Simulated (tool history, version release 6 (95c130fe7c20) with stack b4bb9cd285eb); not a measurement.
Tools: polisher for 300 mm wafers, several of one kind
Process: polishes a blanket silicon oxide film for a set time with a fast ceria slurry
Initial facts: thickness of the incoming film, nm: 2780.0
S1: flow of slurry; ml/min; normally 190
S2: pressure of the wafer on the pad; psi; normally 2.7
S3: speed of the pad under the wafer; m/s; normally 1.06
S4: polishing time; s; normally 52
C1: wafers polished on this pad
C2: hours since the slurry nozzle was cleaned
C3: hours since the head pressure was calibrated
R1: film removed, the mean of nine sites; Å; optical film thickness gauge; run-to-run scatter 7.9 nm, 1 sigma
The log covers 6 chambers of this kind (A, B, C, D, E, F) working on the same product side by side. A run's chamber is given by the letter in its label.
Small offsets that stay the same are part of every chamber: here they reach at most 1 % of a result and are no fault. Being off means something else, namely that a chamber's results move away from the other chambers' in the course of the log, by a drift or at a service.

| run | hour | S1 | S2 | S3 | S4 | C1 | C2 | C3 | R1 |
|---|---|---|---|---|---|---|---|---|---|
| 1D | 5.2 | 190 | 2.7 | 1.06 | 52 | 107 | 626.2 | 87.7 | 6848.8 |
| 2E | 13.8 | 190 | 2.7 | 1.06 | 52 | 1033 | 705.1 | 454.9 | 7125.3 |
| 3C | 18.2 | 190 | 2.7 | 1.06 | 52 | 731 | 429.3 | 479.9 | 7221.1 |
|  | 21.1 | chamber E: slurry nozzle cleaned |
| 4F | 24.9 | 190 | 2.7 | 1.06 | 52 | 677 | 32.5 | 1042.1 | 7059.9 |
| 5A | 31.8 | 190 | 2.7 | 1.06 | 52 | 515 | 120.1 | 255.6 | 6940.1 |
| 6B | 36.0 | 190 | 2.7 | 1.06 | 52 | 370 | 222.7 | 501.8 | 7190.5 |
|  | 40.3 | chamber F: head pressure recalibrated |
| 7B | 41.1 | 190 | 2.7 | 1.06 | 52 | 400 | 227.8 | 506.9 | 7071.3 |
|  | 43.6 | chamber A: worn pad replaced by a new one |
| 8D | 48.2 | 190 | 2.7 | 1.06 | 52 | 361 | 669.2 | 130.7 | 7026.7 |
| 9A | 53.7 | 190 | 2.7 | 1.06 | 52 | 59 | 142.0 | 277.5 | 6964.0 |
| 10F | 58.8 | 250 | 2.7 | 1.06 | 52 | 878 | 66.4 | 18.5 | 7518.8 |
| 11C | 63.5 | 250 | 2.7 | 1.06 | 52 | 999 | 474.6 | 525.2 | 7323.3 |
| 12E | 68.9 | 250 | 2.7 | 1.06 | 52 | 1358 | 47.8 | 510.0 | 7393.8 |
| 13D | 76.8 | 250 | 2.7 | 1.06 | 52 | 530 | 697.8 | 159.3 | 7341.7 |
| 14B | 82.0 | 250 | 2.7 | 1.06 | 52 | 642 | 268.7 | 547.8 | 7349.4 |
| 15E | 87.6 | 250 | 2.7 | 1.06 | 52 | 1469 | 66.5 | 528.7 | 7327.3 |
| 16C | 95.1 | 190 | 2.7 | 1.06 | 52 | 1185 | 506.2 | 556.8 | 7127.0 |
|  | 95.9 | chamber A: head pressure recalibrated |
|  | 99.5 | chamber B: worn pad replaced by a new one |
| 17A | 101.5 | 190 | 2.7 | 1.06 | 52 | 342 | 189.8 | 5.7 | 7272.1 |
| 18F | 108.1 | 190 | 2.7 | 1.06 | 52 | 1169 | 115.7 | 67.8 | 7123.5 |
| 19E | 114.3 | 190 | 2.7 | 1.06 | 52 | 1627 | 93.2 | 555.4 | 7066.9 |
|  | 119.3 | chamber D: slurry nozzle cleaned |
| 20D | 119.5 | 190 | 2.7 | 1.06 | 52 | 782 | 0.2 | 202.0 | 7075.2 |
|  | 123.2 | chamber C: worn pad replaced by a new one |
| 21A | 124.1 | 190 | 2.7 | 1.06 | 52 | 475 | 212.4 | 28.3 | 7114.3 |
| 22B | 131.0 | 190 | 2.7 | 1.06 | 52 | 186 | 317.7 | 596.8 | 7177.6 |
|  | 131.9 | chamber A: worn pad replaced by a new one |
| 23F | 137.9 | 190 | 2.7 | 1.06 | 52 | 1345 | 145.5 | 97.6 | 7175.3 |
| 24C | 144.2 | 190 | 2.7 | 1.06 | 52 | 124 | 555.3 | 605.9 | 7004.8 |
| 25A | 149.2 | 190 | 2.7 | 1.06 | 52 | 102 | 237.5 | 53.4 | 7010.5 |
|  | 151.3 | chamber E: head pressure recalibrated |
|  | 152.4 | chamber F: worn pad replaced by a new one |
|  | 152.8 | chamber B: head pressure recalibrated |
| 26B | 156.1 | 190 | 2.7 | 1.06 | 52 | 334 | 342.8 | 3.4 | 7241.1 |
| 27C | 162.6 | 165 | 2.7 | 1.06 | 35 | 233 | 573.7 | 624.3 | 4685.2 |
| 28E | 169.6 | 165 | 2.7 | 1.06 | 35 | 1953 | 148.5 | 18.4 | 4598.8 |
| 29D | 176.1 | 165 | 2.7 | 1.06 | 35 | 1116 | 56.8 | 258.6 | 4713.4 |
| 30F | 180.6 | 165 | 2.7 | 1.06 | 35 | 166 | 188.2 | 140.3 | 4650.2 |
| 31A | 186.6 | 165 | 2.7 | 1.06 | 35 | 323 | 274.9 | 90.8 | 4599.2 |
| 32C | 195.1 | 165 | 2.7 | 1.06 | 35 | 425 | 606.2 | 656.8 | 4649.6 |
|  | 200.4 | chamber A: slurry nozzle cleaned |
| 33B | 201.5 | 190 | 2.7 | 1.06 | 52 | 603 | 388.2 | 48.8 | 7068.0 |
| 34E | 208.4 | 190 | 2.7 | 1.06 | 52 | 2182 | 187.3 | 57.2 | 6733.7 |
| 35F | 213.4 | 190 | 2.7 | 1.06 | 52 | 360 | 221.0 | 173.1 | 7180.1 |
| 36D | 217.2 | 190 | 2.7 | 1.06 | 52 | 1359 | 97.9 | 299.7 | 7113.6 |
|  | 219.6 | chamber D: worn pad replaced by a new one |
| 37F | 225.0 | 190 | 2.7 | 1.06 | 66 | 429 | 232.6 | 184.7 | 9170.3 |
| 38A | 229.1 | 190 | 2.7 | 1.06 | 66 | 574 | 28.7 | 133.3 | 8885.2 |
|  | 229.2 | chamber B: worn pad replaced by a new one |
| 39C | 234.3 | 190 | 2.7 | 1.06 | 66 | 656 | 645.4 | 696.0 | 8963.8 |
|  | 236.4 | chamber D: head pressure recalibrated |
| 40B | 241.7 | 190 | 2.7 | 1.06 | 66 | 74 | 428.4 | 89.0 | 9064.1 |
| 41E | 246.1 | 190 | 2.7 | 1.06 | 66 | 2405 | 225.0 | 94.9 | 8561.5 |
| 42D | 252.7 | 190 | 2.7 | 1.06 | 66 | 196 | 133.4 | 16.4 | 8815.5 |
| 43D | 259.5 | 190 | 2.7 | 1.06 | 52 | 236 | 140.2 | 23.2 | 7010.8 |
| 44E | 265.0 | 190 | 2.7 | 1.06 | 52 | 2517 | 243.9 | 113.8 | 6565.1 |

The same settings go to every chamber for the next run, one line per chamber below. Forecast the results for each:
| 45A | 271.1 | 225 | 2.7 | 1.06 | 52 |  |  |  | ? |
| 45B | 271.1 | 225 | 2.7 | 1.06 | 52 |  |  |  | ? |
| 45C | 271.1 | 225 | 2.7 | 1.06 | 52 |  |  |  | ? |
| 45D | 271.1 | 225 | 2.7 | 1.06 | 52 |  |  |  | ? |
| 45E | 271.1 | 225 | 2.7 | 1.06 | 52 |  |  |  | ? |
| 45F | 271.1 | 225 | 2.7 | 1.06 | 52 |  |  |  | ? |

| run | R1 |
|---|---|
| 45A | 7022.4 |
| 45B | 7300.2 |
| 45C | 7191.8 |
| 45D | 7129.5 |
| 45E | 6742.0 |
| 45F | 7220.0 |

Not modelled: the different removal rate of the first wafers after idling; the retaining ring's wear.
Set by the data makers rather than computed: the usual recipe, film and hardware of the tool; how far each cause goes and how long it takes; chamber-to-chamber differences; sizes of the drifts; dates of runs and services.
